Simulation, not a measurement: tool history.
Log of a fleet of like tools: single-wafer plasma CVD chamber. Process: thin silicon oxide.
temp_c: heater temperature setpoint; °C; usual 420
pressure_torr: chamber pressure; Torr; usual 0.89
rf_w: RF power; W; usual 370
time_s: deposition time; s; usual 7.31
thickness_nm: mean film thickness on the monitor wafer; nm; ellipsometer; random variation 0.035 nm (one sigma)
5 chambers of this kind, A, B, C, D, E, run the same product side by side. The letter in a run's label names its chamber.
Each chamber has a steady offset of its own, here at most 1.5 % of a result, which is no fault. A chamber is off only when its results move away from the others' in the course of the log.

run,day,temp_c,pressure_torr,rf_w,time_s,hours since the last thermocouple change,hours since the last RF generator calibration,hours since the last manometer calibration,"read-back reference wafer on the same gauge, thickness_nm",thickness_nm
1B,0.4,420,0.89,370,7.31,1220.9,1179,1657.5,17.195,15.697
2C,0.804,420,0.89,370,7.31,2008.4,158.1,3054.5,17.203,15.927
3D,1.2,420,0.89,370,7.31,2360.8,453.1,2746.4,17.211,15.714
4E,1.508,420,0.89,370,7.31,1007.7,436.2,1736.5,17.207,15.599
5A,2.017,420,0.89,370,7.31,867.5,683.2,1914.5,17.207,15.641
6D,2.329,420,0.89,370,7.31,2387.9,480.2,2773.5,17.197,15.789
7E,2.658,420,0.996,370,7.31,1035.3,463.8,1764.1,17.201,17.158
8A,2.958,420,0.996,370,7.31,890.1,705.8,1937.1,17.195,17.178
9C,3.312,420,0.996,370,7.31,2068.6,218.3,3114.7,17.209,17.455
10B,3.592,420,0.996,370,7.31,1297.5,1255.6,1734.1,17.199,17.223
11A,3.904,420,0.996,370,7.31,912.8,728.5,1959.8,17.202,17.256
12B,4.346,420,0.89,370,7.31,1315.6,1273.7,1752.2,17.212,15.669
13D,4.654,420,0.89,370,7.31,2443.7,536,2829.3,17.201,15.778
# day 4.871: chamber D: capacitance manometer re-zeroed and calibrated
14C,5.017,420,0.89,370,7.31,2109.5,259.2,3155.6,17.212,15.896
15E,5.512,420,0.89,370,7.31,1103.8,532.3,1832.6,17.203,15.602
16A,5.796,420,0.89,370,7.31,958.2,773.9,2005.2,17.193,15.664
17D,6.138,420,0.89,370,7.31,2479.3,571.6,30.4,17.208,16.212
18C,6.742,420,0.89,390,7.31,2150.9,300.6,3197,17.198,16.179
19E,7.025,420,0.89,390,7.31,1140.1,568.6,1868.9,17.196,15.918
20B,7.383,420,0.89,390,7.31,1388.5,1346.6,1825.1,17.192,15.951
21C,7.838,420,0.89,390,7.31,2177.2,326.9,3223.3,17.197,16.192
22A,8.296,420,0.89,390,7.31,1018.2,833.9,2065.2,17.192,15.998
23B,8.742,420,0.89,370,7.31,1421.1,1379.2,1857.7,17.208,15.62
24D,9.288,420,0.89,430,7.31,2554.9,647.2,106,17.212,17.198
25E,9.783,420,0.89,430,7.31,1206.3,634.8,1935.1,17.2,16.48
26E,10.154,420,0.89,430,7.31,1215.2,643.7,1944,17.199,16.479
27A,10.667,420,0.89,430,7.31,1075.1,890.8,2122.1,17.206,16.549
# day 10.938: chamber D: thermocouple changed; heater temperature recalibrated
28C,11.162,420,0.89,430,7.31,2257,406.7,3303.1,17.203,16.787
# day 11.425: chamber C: capacitance manometer re-zeroed and calibrated
29B,11.454,420,0.89,370,7.31,1486.2,1444.3,1922.8,17.197,15.716
30D,11.996,420,0.89,370,7.31,25.4,712.2,171,17.211,16.224
31C,12.338,420,0.89,440,8.25,2285.2,434.9,22,17.198,19.061
32E,12.604,420,0.89,440,8.25,1274,702.5,2002.8,17.204,18.77
33D,12.967,420,0.89,440,8.25,48.7,735.5,194.3,17.197,19.491
34B,13.542,420,0.89,440,8.25,1536.3,1494.4,1972.9,17.205,18.847
35A,14,420,0.89,440,8.25,1155.1,970.8,2202.1,17.206,18.87
36A,14.346,420,0.89,370,7.31,1163.4,979.1,2210.4,17.192,15.676
37D,14.871,420,0.89,370,7.31,94.4,781.2,240,17.2,16.247
# day 15.033: chamber E: capacitance manometer re-zeroed and calibrated
38B,15.317,420,0.89,370,7.31,1578.9,1537,2015.5,17.199,15.698
39E,15.712,420,0.89,340,5.92,1348.6,777.1,16.4,17.199,12.229
40C,16.233,420,0.89,340,5.92,2378.7,528.4,115.5,17.205,12.473

What goes on in this fleet: one chamber off, a drifting gauge, or nothing beyond the chambers' own small offsets? Name the chamber and the cause, if any.

A service left chamber D off against the others.
Cause: true pressure above the setpoint (%) = 3.62.

Here are 4 candidates for chamber D's next run, each the usual settings with a change, their results left as question marks. Which one brings its results back in line with what the others give on the usual settings?
In line means no further than this from the other chambers' mean on the usual settings: thickness_nm 0.13 nm
41D-1,16.675,420,0.873,370,7.2,,,,,?
41D-2,16.675,420,0.917,370,7.49,,,,,?
41D-3,16.675,420,0.906,370,7.41,,,,,?
41D-4,16.675,420,0.89,365,6.99,,,,,?

The other chambers' mean on the usual settings: thickness_nm 15.722 nm
run,thickness_nm
41D-1,15.758
41D-2,17.067
41D-3,16.719
41D-4,15.468
41D-1 brings the chamber back in line.
